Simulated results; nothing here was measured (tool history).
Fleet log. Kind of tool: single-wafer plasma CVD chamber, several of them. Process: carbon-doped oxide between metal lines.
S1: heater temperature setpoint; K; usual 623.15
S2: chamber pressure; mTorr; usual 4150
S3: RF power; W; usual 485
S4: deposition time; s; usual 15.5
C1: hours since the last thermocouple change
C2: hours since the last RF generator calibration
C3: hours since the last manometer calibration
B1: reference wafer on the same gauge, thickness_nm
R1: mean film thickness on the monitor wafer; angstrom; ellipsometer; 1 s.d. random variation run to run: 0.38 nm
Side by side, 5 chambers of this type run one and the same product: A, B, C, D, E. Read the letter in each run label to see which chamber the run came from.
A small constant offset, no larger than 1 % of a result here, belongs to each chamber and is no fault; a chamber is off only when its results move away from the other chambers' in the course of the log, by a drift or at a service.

{"run": "1C", "hour": 5.9, "S1": 623.15, "S2": 4150, "S3": 485, "S4": 15.5, "C1": 1393.3, "C2": 1597.0, "C3": 200.0, "B1": 63.461, "R1": 762.58}
{"run": "2B", "hour": 17.1, "S1": 623.15, "S2": 4150, "S3": 485, "S4": 15.5, "C1": 1238.7, "C2": 232.8, "C3": 2176.1, "B1": 63.484, "R1": 770.29}
{"run": "3D", "hour": 27.8, "S1": 623.15, "S2": 4150, "S3": 485, "S4": 15.5, "C1": 1200.2, "C2": 206.2, "C3": 81.1, "B1": 63.504, "R1": 767.21}
{"run": "4A", "hour": 35.1, "S1": 623.15, "S2": 4150, "S3": 485, "S4": 15.5, "C1": 651.3, "C2": 141.4, "C3": 558.4, "B1": 63.478, "R1": 774.65}
{"run": "5E", "hour": 47.6, "S1": 623.15, "S2": 4150, "S3": 485, "S4": 15.5, "C1": 1919.8, "C2": 1769.8, "C3": 959.2, "B1": 63.479, "R1": 768.25}
{"run": "6B", "hour": 58.7, "S1": 623.15, "S2": 4150, "S3": 485, "S4": 14.2, "C1": 1280.3, "C2": 274.4, "C3": 2217.7, "B1": 63.508, "R1": 699.93}
{"hour": 65.2, "done": "chamber E: thermocouple changed; heater temperature recalibrated"}
{"run": "7D", "hour": 65.3, "S1": 623.15, "S2": 4150, "S3": 485, "S4": 14.2, "C1": 1237.7, "C2": 243.7, "C3": 118.6, "B1": 63.526, "R1": 706.95}
{"run": "8A", "hour": 72.1, "S1": 623.15, "S2": 4150, "S3": 485, "S4": 14.2, "C1": 688.3, "C2": 178.4, "C3": 595.4, "B1": 63.478, "R1": 705.47}
{"run": "9E", "hour": 80.3, "S1": 623.15, "S2": 4150, "S3": 485, "S4": 14.2, "C1": 15.2, "C2": 1802.5, "C3": 991.9, "B1": 63.572, "R1": 701.71}
{"run": "10C", "hour": 91.0, "S1": 623.15, "S2": 4150, "S3": 485, "S4": 14.2, "C1": 1478.4, "C2": 1682.1, "C3": 285.1, "B1": 63.511, "R1": 707.07}
{"run": "11C", "hour": 99.8, "S1": 623.15, "S2": 4150, "S3": 485, "S4": 15.5, "C1": 1487.2, "C2": 1690.9, "C3": 293.9, "B1": 63.517, "R1": 758.41}
{"run": "12B", "hour": 110.0, "S1": 623.15, "S2": 4150, "S3": 485, "S4": 15.5, "C1": 1331.6, "C2": 325.7, "C3": 2269.0, "B1": 63.501, "R1": 757.95}
{"run": "13D", "hour": 121.0, "S1": 623.15, "S2": 4150, "S3": 485, "S4": 15.5, "C1": 1293.4, "C2": 299.4, "C3": 174.3, "B1": 63.516, "R1": 764.84}
{"run": "14E", "hour": 131.5, "S1": 623.15, "S2": 4150, "S3": 485, "S4": 15.5, "C1": 66.4, "C2": 1853.7, "C3": 1043.1, "B1": 63.5, "R1": 770.14}
{"run": "15A", "hour": 140.4, "S1": 623.15, "S2": 4150, "S3": 485, "S4": 15.5, "C1": 756.6, "C2": 246.7, "C3": 663.7, "B1": 63.408, "R1": 775.0}
{"run": "16D", "hour": 147.6, "S1": 623.15, "S2": 4150, "S3": 485, "S4": 15.5, "C1": 1320.0, "C2": 326.0, "C3": 200.9, "B1": 63.527, "R1": 768.75}
{"run": "17E", "hour": 157.5, "S1": 609.15, "S2": 4150, "S3": 485, "S4": 15.5, "C1": 92.4, "C2": 1879.7, "C3": 1069.1, "B1": 63.534, "R1": 800.79}
{"run": "18C", "hour": 168.2, "S1": 609.15, "S2": 4150, "S3": 485, "S4": 15.5, "C1": 1555.6, "C2": 1759.3, "C3": 362.3, "B1": 63.402, "R1": 797.93}
{"run": "19B", "hour": 180.2, "S1": 609.15, "S2": 4150, "S3": 485, "S4": 15.5, "C1": 1401.8, "C2": 395.9, "C3": 2339.2, "B1": 63.529, "R1": 797.92}
{"run": "20A", "hour": 189.4, "S1": 609.15, "S2": 4150, "S3": 485, "S4": 15.5, "C1": 805.6, "C2": 295.7, "C3": 712.7, "B1": 63.472, "R1": 806.77}
{"hour": 194.9, "done": "chamber C: thermocouple changed; heater temperature recalibrated"}
{"run": "21C", "hour": 199.9, "S1": 609.15, "S2": 4150, "S3": 485, "S4": 15.5, "C1": 5.1, "C2": 1791.0, "C3": 394.0, "B1": 63.551, "R1": 795.0}
{"run": "22E", "hour": 208.4, "S1": 623.15, "S2": 4150, "S3": 485, "S4": 15.5, "C1": 143.3, "C2": 1930.6, "C3": 1120.0, "B1": 63.513, "R1": 771.0}
{"run": "23A", "hour": 218.1, "S1": 623.15, "S2": 4150, "S3": 485, "S4": 15.5, "C1": 834.3, "C2": 324.4, "C3": 741.4, "B1": 63.463, "R1": 769.17}
{"run": "24B", "hour": 225.9, "S1": 623.15, "S2": 4150, "S3": 485, "S4": 15.5, "C1": 1447.5, "C2": 441.6, "C3": 2384.9, "B1": 63.541, "R1": 763.43}
{"hour": 226.7, "done": "chamber A: thermocouple changed; heater temperature recalibrated"}
{"run": "25D", "hour": 235.3, "S1": 623.15, "S2": 4150, "S3": 485, "S4": 15.5, "C1": 1407.7, "C2": 413.7, "C3": 288.6, "B1": 63.445, "R1": 772.42}
{"hour": 239.9, "done": "chamber C: RF generator calibrated"}
{"run": "26A", "hour": 241.8, "S1": 623.15, "S2": 4150, "S3": 485, "S4": 15.5, "C1": 15.1, "C2": 348.1, "C3": 765.1, "B1": 63.435, "R1": 767.08}
{"run": "27E", "hour": 252.5, "S1": 623.15, "S2": 4150, "S3": 485, "S4": 15.5, "C1": 187.4, "C2": 1974.7, "C3": 1164.1, "B1": 63.52, "R1": 770.92}
{"run": "28D", "hour": 262.4, "S1": 623.15, "S2": 4150, "S3": 485, "S4": 15.5, "C1": 1434.8, "C2": 440.8, "C3": 315.7, "B1": 63.528, "R1": 769.36}
{"run": "29C", "hour": 273.4, "S1": 623.15, "S2": 4150, "S3": 485, "S4": 15.5, "C1": 78.6, "C2": 33.5, "C3": 467.5, "B1": 63.503, "R1": 769.11}
{"run": "30B", "hour": 284.2, "S1": 623.15, "S2": 4150, "S3": 485, "S4": 15.5, "C1": 1505.8, "C2": 499.9, "C3": 2443.2, "B1": 63.476, "R1": 763.24}
{"run": "31D", "hour": 290.2, "S1": 623.15, "S2": 4150, "S3": 485, "S4": 15.5, "C1": 1462.6, "C2": 468.6, "C3": 343.5, "B1": 63.498, "R1": 770.88}
{"run": "32C", "hour": 299.7, "S1": 623.15, "S2": 4150, "S3": 485, "S4": 15.5, "C1": 104.9, "C2": 59.8, "C3": 493.8, "B1": 63.462, "R1": 763.42}
{"run": "33E", "hour": 311.9, "S1": 623.15, "S2": 4150, "S3": 485, "S4": 15.5, "C1": 246.8, "C2": 2034.1, "C3": 1223.5, "B1": 63.452, "R1": 768.6}
{"run": "34A", "hour": 323.1, "S1": 623.15, "S2": 4150, "S3": 485, "S4": 15.5, "C1": 96.4, "C2": 429.4, "C3": 846.4, "B1": 63.513, "R1": 763.84}
{"hour": 326.5, "done": "chamber D: thermocouple changed; heater temperature recalibrated"}
{"run": "35B", "hour": 330.1, "S1": 623.15, "S2": 4150, "S3": 485, "S4": 15.5, "C1": 1551.7, "C2": 545.8, "C3": 2489.1, "B1": 63.488, "R1": 768.97}
{"run": "36C", "hour": 339.5, "S1": 623.15, "S2": 4150, "S3": 485, "S4": 15.5, "C1": 144.7, "C2": 99.6, "C3": 533.6, "B1": 63.551, "R1": 767.61}
{"hour": 340.7, "done": "chamber E: RF generator calibrated"}
{"run": "37A", "hour": 352.5, "S1": 616.15, "S2": 4150, "S3": 540, "S4": 15.5, "C1": 125.8, "C2": 458.8, "C3": 875.8, "B1": 63.488, "R1": 833.21}
{"run": "38D", "hour": 361.2, "S1": 616.15, "S2": 4150, "S3": 540, "S4": 15.5, "C1": 34.7, "C2": 539.6, "C3": 414.5, "B1": 63.517, "R1": 839.38}
{"run": "39E", "hour": 370.3, "S1": 616.15, "S2": 4150, "S3": 540, "S4": 15.5, "C1": 305.2, "C2": 29.6, "C3": 1281.9, "B1": 63.46, "R1": 840.84}

Decide between three cases: one chamber stands off from its peers, the gauge reading all wafers drifts, or nothing is wrong past each chamber's small offset. Where a chamber is off, say which and what most likely put it there.

No chamber stands off beyond its own small offset, and the gauge holds steady.
